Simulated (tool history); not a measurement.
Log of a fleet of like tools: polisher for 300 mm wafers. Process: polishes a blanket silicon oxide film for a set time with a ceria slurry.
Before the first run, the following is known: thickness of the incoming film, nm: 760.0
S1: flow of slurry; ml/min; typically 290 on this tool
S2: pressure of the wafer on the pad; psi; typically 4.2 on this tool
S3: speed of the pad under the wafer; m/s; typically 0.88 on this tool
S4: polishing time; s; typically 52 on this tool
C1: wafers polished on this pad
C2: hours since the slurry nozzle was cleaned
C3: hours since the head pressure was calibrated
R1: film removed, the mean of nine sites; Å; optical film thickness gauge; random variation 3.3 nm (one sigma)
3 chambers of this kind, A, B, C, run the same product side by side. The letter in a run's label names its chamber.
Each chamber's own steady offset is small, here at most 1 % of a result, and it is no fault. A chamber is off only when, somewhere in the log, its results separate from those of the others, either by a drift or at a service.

run	hour	S1	S2	S3	S4	C1	C2	C3	R1
1A	5.7	290	4.2	0.88	52	279	164.9	327.9	2282.2
2C	14	290	4.2	0.88	52	613	286.1	106.9	2261.2
3B	18.2	290	4.2	0.88	52	551	258.9	160.8	2280
4C	26.7	290	4.2	0.88	52	732	298.8	119.6	2328.6
# hour 30.8: chamber B: worn pad replaced by a new one
5B	32.3	290	4.2	0.88	52	14	273	174.9	2226.2
6A	38	290	4.2	0.88	52	581	197.2	360.2	2265.5
7A	44.4	290	3.4	0.88	38	641	203.6	366.6	1323.3
8B	51.9	290	3.4	0.88	38	198	292.6	194.5	1373.1
# hour 53.8: chamber C: worn pad replaced by a new one
9C	58.6	290	3.4	0.88	38	45	330.7	151.5	1362.6
10A	63.9	290	4.2	0.88	52	824	223.1	386.1	2218.6
11C	72.4	290	4.2	0.88	52	175	344.5	165.3	2325.7
12B	78.6	290	4.2	0.88	52	447	319.3	221.2	2234.3
13B	84.7	290	4.2	0.88	52	505	325.4	227.3	2245.1
# hour 91.8: chamber B: worn pad replaced by a new one
14A	92.1	290	4.2	0.88	52	1088	251.3	414.3	2279.1
15C	97.2	290	4.2	0.88	52	407	369.3	190.1	2290.2
16B	104.9	290	4.2	0.88	52	123	345.6	247.5	2249
17C	113.5	290	4.2	0.88	52	559	385.6	206.4	2298.8
18A	118	290	4.2	0.88	52	1330	277.2	440.2	2325.4
19B	125.9	290	4.2	0.88	52	319	366.6	268.5	2290.8
20C	131.8	290	5	0.88	52	731	403.9	224.7	2769.1
# hour 134.1: chamber A: worn pad replaced by a new one
21A	139.5	290	5	0.88	52	51	298.7	461.7	2750.8
22B	144.7	290	5	0.88	52	495	385.4	287.3	2715.2
23A	150.2	290	4.2	0.88	52	151	309.4	472.4	2313.4
24C	154.9	350	4.2	1.04	52	947	427	247.8	2824.9
25C	163.6	350	4.2	1.04	52	1028	435.7	256.5	2743.2
# hour 164.7: chamber B: worn pad replaced by a new one
26B	172.1	350	4.2	1.04	52	70	412.8	314.7	2827.2
27A	180.7	290	4.6	0.88	52	436	339.9	502.9	2576.1
28A	188.4	290	4.6	0.88	52	508	347.6	510.6	2534.2
29B	197.6	290	4.6	0.88	52	308	438.3	340.2	2466.6

Each of the 3 chambers runs these same settings next. Fill in every chamber's results:
30A	204.2	290	4.2	0.88	52				?
30B	204.2	290	4.2	0.88	52				?
30C	204.2	290	4.2	0.88	52				?

run	R1
30A	2304
30B	2242.1
30C	2260

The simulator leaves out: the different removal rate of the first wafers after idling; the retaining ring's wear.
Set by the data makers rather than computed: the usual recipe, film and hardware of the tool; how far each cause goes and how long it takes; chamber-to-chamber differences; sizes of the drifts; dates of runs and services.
